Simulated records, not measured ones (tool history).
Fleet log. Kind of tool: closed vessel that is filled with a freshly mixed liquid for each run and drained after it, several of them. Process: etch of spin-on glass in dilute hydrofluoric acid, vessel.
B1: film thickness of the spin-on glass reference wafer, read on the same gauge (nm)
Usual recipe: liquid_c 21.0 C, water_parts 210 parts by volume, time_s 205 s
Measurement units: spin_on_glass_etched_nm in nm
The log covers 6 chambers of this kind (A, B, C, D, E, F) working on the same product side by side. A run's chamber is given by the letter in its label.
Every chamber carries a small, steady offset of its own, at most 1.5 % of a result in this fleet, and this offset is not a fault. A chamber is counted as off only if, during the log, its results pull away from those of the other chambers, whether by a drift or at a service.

Run 1E, hour 5.0: usual settings; B1 69.988. Result: spin_on_glass_etched_nm 29.039 nm.
Run 2A, hour 11.7: usual settings; B1 70.009. Result: spin_on_glass_etched_nm 29.132 nm.
Run 3F, hour 16.5: usual settings; B1 70.011. Result: spin_on_glass_etched_nm 29.006 nm.
Run 4B, hour 22.4: usual settings; B1 70.004. Result: spin_on_glass_etched_nm 28.486 nm.
Run 5C, hour 31.0: usual settings; B1 69.993. Result: spin_on_glass_etched_nm 28.837 nm.
Run 6D, hour 35.1: usual settings; B1 70.014. Result: spin_on_glass_etched_nm 28.893 nm.
Run 7A, hour 41.8: usual settings; B1 70.002. Result: spin_on_glass_etched_nm 29.043 nm.
Run 8F, hour 49.2: usual settings; B1 70.009. Result: spin_on_glass_etched_nm 29.145 nm.
Run 9C, hour 56.2: usual settings but liquid_c 25.5 C, water_parts 125 parts by volume; B1 70.019. Result: spin_on_glass_etched_nm 62.782 nm.
Run 10E, hour 63.2: usual settings but liquid_c 25.5 C, water_parts 125 parts by volume; B1 70.016. Result: spin_on_glass_etched_nm 63.459 nm.
Run 11B, hour 70.2: usual settings but liquid_c 25.5 C, water_parts 125 parts by volume; B1 70.023. Result: spin_on_glass_etched_nm 61.819 nm.
Run 12D, hour 76.7: usual settings but liquid_c 25.5 C, water_parts 125 parts by volume; B1 70.011. Result: spin_on_glass_etched_nm 62.832 nm.
Run 13C, hour 82.3: usual settings but liquid_c 25.5 C, water_parts 125 parts by volume; B1 69.984. Result: spin_on_glass_etched_nm 63.257 nm.
Run 14F, hour 90.7: usual settings but liquid_c 25.5 C, water_parts 125 parts by volume; B1 69.984. Result: spin_on_glass_etched_nm 63.895 nm.
Run 15B, hour 97.5: usual settings but water_parts 125 parts by volume; B1 69.970. Result: spin_on_glass_etched_nm 51.930 nm.
Run 16E, hour 104.6: usual settings but water_parts 125 parts by volume; B1 70.021. Result: spin_on_glass_etched_nm 52.780 nm.
Run 17A, hour 110.3: usual settings but water_parts 125 parts by volume; B1 70.002. Result: spin_on_glass_etched_nm 53.196 nm.
Run 18D, hour 118.6: usual settings but water_parts 125 parts by volume; B1 69.985. Result: spin_on_glass_etched_nm 52.694 nm.
Run 19A, hour 124.8: usual settings but water_parts 125 parts by volume; B1 70.025. Result: spin_on_glass_etched_nm 52.803 nm.
At hour 124.9: chamber F: thermometer replaced.
Run 20D, hour 129.2: usual settings but water_parts 125 parts by volume; B1 70.007. Result: spin_on_glass_etched_nm 52.510 nm.
Run 21C, hour 137.4: usual settings; B1 69.992. Result: spin_on_glass_etched_nm 29.289 nm.
Run 22B, hour 142.0: usual settings; B1 70.003. Result: spin_on_glass_etched_nm 28.429 nm.
Run 23E, hour 147.4: usual settings; B1 69.983. Result: spin_on_glass_etched_nm 28.849 nm.
Run 24F, hour 152.7: usual settings; B1 70.018. Result: spin_on_glass_etched_nm 28.996 nm.
Run 25C, hour 159.3: usual settings; B1 70.009. Result: spin_on_glass_etched_nm 29.175 nm.
Run 26D, hour 165.3: usual settings; B1 70.014. Result: spin_on_glass_etched_nm 28.861 nm.
Run 27B, hour 170.8: usual settings; B1 70.017. Result: spin_on_glass_etched_nm 28.686 nm.
Run 28F, hour 177.7: usual settings; B1 69.998. Result: spin_on_glass_etched_nm 28.960 nm.
Run 29E, hour 184.2: usual settings; B1 69.986. Result: spin_on_glass_etched_nm 29.028 nm.
Run 30A, hour 192.3: usual settings; B1 70.007. Result: spin_on_glass_etched_nm 27.969 nm.
Run 31F, hour 199.6: usual settings but liquid_c 24.0 C; B1 69.970. Result: spin_on_glass_etched_nm 32.513 nm.
Run 32E, hour 208.1: usual settings but liquid_c 24.0 C; B1 70.007. Result: spin_on_glass_etched_nm 32.368 nm.
Run 33B, hour 214.8: usual settings but liquid_c 24.0 C; B1 69.997. Result: spin_on_glass_etched_nm 31.793 nm.
Run 34A, hour 219.9: usual settings but liquid_c 24.0 C; B1 70.001. Result: spin_on_glass_etched_nm 31.147 nm.
Run 35C, hour 227.5: usual settings but liquid_c 24.0 C; B1 69.999. Result: spin_on_glass_etched_nm 32.550 nm.
Run 36D, hour 233.2: usual settings but liquid_c 24.0 C; B1 70.001. Result: spin_on_glass_etched_nm 32.349 nm.
Run 37D, hour 240.3: usual settings; B1 70.002. Result: spin_on_glass_etched_nm 28.905 nm.
Run 38C, hour 244.9: usual settings; B1 69.972. Result: spin_on_glass_etched_nm 29.357 nm.

Decide between three cases: one chamber stands off from its peers, the gauge reading all wafers drifts, or nothing is wrong past each chamber's small offset. Where a chamber is off, say which and what most likely put it there.

It is chamber A that slowly wanders off from its peers.
What lies behind it: hydrofluoric acid flow below the setpoint (%) = 4.27.
Not necessarily distinguishable in this log from: liquid colder than its thermometer reads (K).

Below are 4 candidate recipes for chamber A's next run, each the usual settings with a change, their results shown as question marks. Which of them brings A's results back in line with what the other chambers give on the usual settings?
Counts as in line when no further than this from what the other chambers average on the usual settings: spin_on_glass_etched_nm 0.410 nm
Run 39A-1, hour 251.1: usual settings but liquid_c 21.5 C. Result: spin_on_glass_etched_nm ?.
Run 39A-2, hour 251.1: usual settings but water_parts 215 parts by volume, time_s 200 s. Result: spin_on_glass_etched_nm ?.
Run 39A-3, hour 251.1: usual settings but water_parts 205 parts by volume, time_s 210 s. Result: spin_on_glass_etched_nm ?.
Run 39A-4, hour 251.1: usual settings but time_s 200 s. Result: spin_on_glass_etched_nm ?.

On the usual settings, the other chambers give on average: spin_on_glass_etched_nm 28.919 nm
  run  spin_on_glass_etched_nm
39A-1                   28.024
39A-2                   26.057
39A-3                   29.005
39A-4                   26.820
With 39A-3, the chamber falls back in line with the rest.
